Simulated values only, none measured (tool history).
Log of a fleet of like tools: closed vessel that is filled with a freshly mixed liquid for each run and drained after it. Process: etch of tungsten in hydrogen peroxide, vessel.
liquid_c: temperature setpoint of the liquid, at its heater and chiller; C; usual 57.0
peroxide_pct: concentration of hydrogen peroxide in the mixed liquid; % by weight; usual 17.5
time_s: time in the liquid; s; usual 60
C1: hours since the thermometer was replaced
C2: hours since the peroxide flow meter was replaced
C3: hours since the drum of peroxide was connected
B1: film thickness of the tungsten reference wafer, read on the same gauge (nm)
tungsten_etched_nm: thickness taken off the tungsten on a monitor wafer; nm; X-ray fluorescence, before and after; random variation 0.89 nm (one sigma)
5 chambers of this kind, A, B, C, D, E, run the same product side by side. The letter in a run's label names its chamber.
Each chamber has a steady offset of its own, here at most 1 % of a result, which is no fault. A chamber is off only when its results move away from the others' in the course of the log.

Run 1B, day 0.271: usual settings; C1 785.7; C2 180.9; C3 686.0; B1 99.989. Result: tungsten_etched_nm 172.49 nm.
Run 2C, day 0.592: usual settings; C1 945.4; C2 397.9; C3 401.1; B1 100.000. Result: tungsten_etched_nm 172.37 nm.
Run 3A, day 0.858: usual settings; C1 255.9; C2 44.5; C3 175.9; B1 100.000. Result: tungsten_etched_nm 170.66 nm.
Run 4E, day 1.229: usual settings; C1 956.7; C2 591.8; C3 552.7; B1 99.983. Result: tungsten_etched_nm 172.00 nm.
At day 1.262: chamber E: new drum of peroxide connected.
Run 5D, day 1.554: usual settings; C1 76.0; C2 648.4; C3 272.2; B1 99.984. Result: tungsten_etched_nm 173.34 nm.
At day 1.558: chamber C: new drum of peroxide connected.
Run 6B, day 1.854: usual settings but peroxide_pct 13.5 % by weight, time_s 70 s; C1 823.7; C2 218.9; C3 724.0; B1 100.010. Result: tungsten_etched_nm 175.76 nm.
Run 7D, day 2.079: usual settings but peroxide_pct 13.5 % by weight, time_s 70 s; C1 88.6; C2 661.0; C3 284.8; B1 100.000. Result: tungsten_etched_nm 175.54 nm.
Run 8A, day 2.308: usual settings but peroxide_pct 13.5 % by weight, time_s 70 s; C1 290.7; C2 79.3; C3 210.7; B1 99.963. Result: tungsten_etched_nm 176.06 nm.
Run 9C, day 2.542: usual settings but peroxide_pct 13.5 % by weight, time_s 70 s; C1 992.2; C2 444.7; C3 23.6; B1 99.982. Result: tungsten_etched_nm 175.34 nm.
Run 10E, day 2.992: usual settings but peroxide_pct 13.5 % by weight, time_s 70 s; C1 999.0; C2 634.1; C3 41.5; B1 99.992. Result: tungsten_etched_nm 177.63 nm.
Run 11D, day 3.404: usual settings; C1 120.4; C2 692.8; C3 316.6; B1 99.997. Result: tungsten_etched_nm 173.17 nm.
Run 12E, day 3.875: usual settings; C1 1020.2; C2 655.3; C3 62.7; B1 100.030. Result: tungsten_etched_nm 174.82 nm.
Run 13B, day 4.154: usual settings; C1 878.9; C2 274.1; C3 779.2; B1 100.050. Result: tungsten_etched_nm 171.68 nm.
Run 14A, day 4.508: usual settings; C1 343.5; C2 132.1; C3 263.5; B1 100.030. Result: tungsten_etched_nm 171.53 nm.
Run 15C, day 4.967: usual settings; C1 1050.4; C2 502.9; C3 81.8; B1 99.968. Result: tungsten_etched_nm 171.21 nm.
Run 16E, day 5.358: usual settings but time_s 45 s; C1 1055.8; C2 690.9; C3 98.3; B1 99.978. Result: tungsten_etched_nm 130.95 nm.
Run 17B, day 5.700: usual settings but time_s 45 s; C1 916.0; C2 311.2; C3 816.3; B1 99.988. Result: tungsten_etched_nm 128.27 nm.
Run 18C, day 5.938: usual settings but time_s 45 s; C1 1073.7; C2 526.2; C3 105.1; B1 100.010. Result: tungsten_etched_nm 127.32 nm.
Run 19A, day 6.417: usual settings but time_s 45 s; C1 389.3; C2 177.9; C3 309.3; B1 100.010. Result: tungsten_etched_nm 129.05 nm.
Run 20D, day 6.904: usual settings but time_s 45 s; C1 204.4; C2 776.8; C3 400.6; B1 100.000. Result: tungsten_etched_nm 128.70 nm.
Run 21A, day 7.404: usual settings; C1 413.0; C2 201.6; C3 333.0; B1 99.989. Result: tungsten_etched_nm 171.69 nm.
Run 22D, day 7.883: usual settings; C1 227.9; C2 800.3; C3 424.1; B1 99.962. Result: tungsten_etched_nm 172.46 nm.
Run 23E, day 8.121: usual settings; C1 1122.1; C2 757.2; C3 164.6; B1 99.989. Result: tungsten_etched_nm 174.74 nm.
Run 24C, day 8.579: usual settings but liquid_c 61.0 C; C1 1137.1; C2 589.6; C3 168.5; B1 100.030. Result: tungsten_etched_nm 218.12 nm.
Run 25B, day 8.833: usual settings but liquid_c 61.0 C; C1 991.2; C2 386.4; C3 891.5; B1 100.040. Result: tungsten_etched_nm 211.71 nm.
Run 26B, day 9.221: usual settings but liquid_c 61.0 C; C1 1000.5; C2 395.7; C3 900.8; B1 99.965. Result: tungsten_etched_nm 213.05 nm.
Run 27D, day 9.562: usual settings but liquid_c 61.0 C; C1 268.2; C2 840.6; C3 464.4; B1 100.000. Result: tungsten_etched_nm 216.85 nm.
Run 28C, day 10.021: usual settings but liquid_c 61.0 C; C1 1171.7; C2 624.2; C3 203.1; B1 100.000. Result: tungsten_etched_nm 218.72 nm.
Run 29E, day 10.296: usual settings but liquid_c 53.5 C, peroxide_pct 14.0 % by weight; C1 1174.3; C2 809.4; C3 216.8; B1 100.010. Result: tungsten_etched_nm 126.11 nm.
Run 30A, day 10.658: usual settings but liquid_c 53.5 C, peroxide_pct 14.0 % by weight; C1 491.1; C2 279.7; C3 411.1; B1 100.030. Result: tungsten_etched_nm 123.60 nm.
Run 31B, day 11.150: usual settings but liquid_c 53.5 C, peroxide_pct 14.0 % by weight; C1 1046.8; C2 442.0; C3 947.1; B1 99.997. Result: tungsten_etched_nm 122.22 nm.
Run 32E, day 11.371: usual settings but liquid_c 53.5 C, peroxide_pct 14.0 % by weight; C1 1200.1; C2 835.2; C3 242.6; B1 100.010. Result: tungsten_etched_nm 126.96 nm.
At day 11.654: chamber E: peroxide flow meter replaced.
Run 33A, day 11.700: usual settings but liquid_c 53.5 C, peroxide_pct 14.0 % by weight; C1 516.1; C2 304.7; C3 436.1; B1 99.989. Result: tungsten_etched_nm 124.01 nm.
At day 11.762: chamber A: new drum of peroxide connected.
Run 34D, day 12.171: usual settings; C1 330.8; C2 903.2; C3 527.0; B1 100.000. Result: tungsten_etched_nm 170.73 nm.
Run 35C, day 12.658: usual settings; C1 1235.0; C2 687.5; C3 266.4; B1 99.987. Result: tungsten_etched_nm 170.56 nm.
Run 36E, day 13.100: usual settings; C1 1241.6; C2 34.8; C3 284.1; B1 100.050. Result: tungsten_etched_nm 173.53 nm.
At day 13.354: chamber C: peroxide flow meter replaced.
Run 37A, day 13.392: usual settings; C1 556.7; C2 345.3; C3 39.2; B1 99.986. Result: tungsten_etched_nm 171.94 nm.
Run 38B, day 13.850: usual settings but peroxide_pct 21.5 % by weight; C1 1111.6; C2 506.8; C3 1011.9; B1 99.986. Result: tungsten_etched_nm 183.57 nm.
Run 39D, day 14.233: usual settings but peroxide_pct 21.5 % by weight; C1 380.3; C2 952.7; C3 576.5; B1 99.958. Result: tungsten_etched_nm 191.47 nm.
Run 40C, day 14.462: usual settings but peroxide_pct 21.5 % by weight; C1 1278.3; C2 26.7; C3 309.7; B1 99.980. Result: tungsten_etched_nm 190.69 nm.
Run 41B, day 14.933: usual settings but peroxide_pct 21.5 % by weight; C1 1137.6; C2 532.8; C3 1037.9; B1 100.020. Result: tungsten_etched_nm 183.98 nm.
Run 42E, day 15.175: usual settings but peroxide_pct 21.5 % by weight; C1 1291.4; C2 84.6; C3 333.9; B1 99.983. Result: tungsten_etched_nm 191.31 nm.

Is one chamber off against the others, does the gauge drift, or is nothing wrong? If a chamber is off, say which, and what the likeliest cause is.

Chamber B drifts away from the others.
Cause: peroxide flow below the setpoint (%) = 9.69.
The log may not tell that from: liquid colder than its thermometer reads (K); peroxide weaker than its label (%).

Here are 4 candidates for chamber B's next run, each the usual settings with a change, their results left as question marks. Which one brings its results back in line with what the others give on the usual settings?
In line means no further than this from the other chambers' mean on the usual settings: tungsten_etched_nm 3.10 nm
Run 43B-1, day 15.533: usual settings but peroxide_pct 21.0 % by weight. Result: tungsten_etched_nm ?.
Run 43B-2, day 15.533: usual settings but peroxide_pct 14.5 % by weight. Result: tungsten_etched_nm ?.
Run 43B-3, day 15.533: usual settings but peroxide_pct 16.0 % by weight. Result: tungsten_etched_nm ?.
Run 43B-4, day 15.533: usual settings but peroxide_pct 19.0 % by weight. Result: tungsten_etched_nm ?.

The other chambers' mean on the usual settings: tungsten_etched_nm 172.41 nm
  run  tungsten_etched_nm
43B-1              180.54
43B-2              149.60
43B-3              157.28
43B-4              171.62
43B-4 brings the chamber back in line.

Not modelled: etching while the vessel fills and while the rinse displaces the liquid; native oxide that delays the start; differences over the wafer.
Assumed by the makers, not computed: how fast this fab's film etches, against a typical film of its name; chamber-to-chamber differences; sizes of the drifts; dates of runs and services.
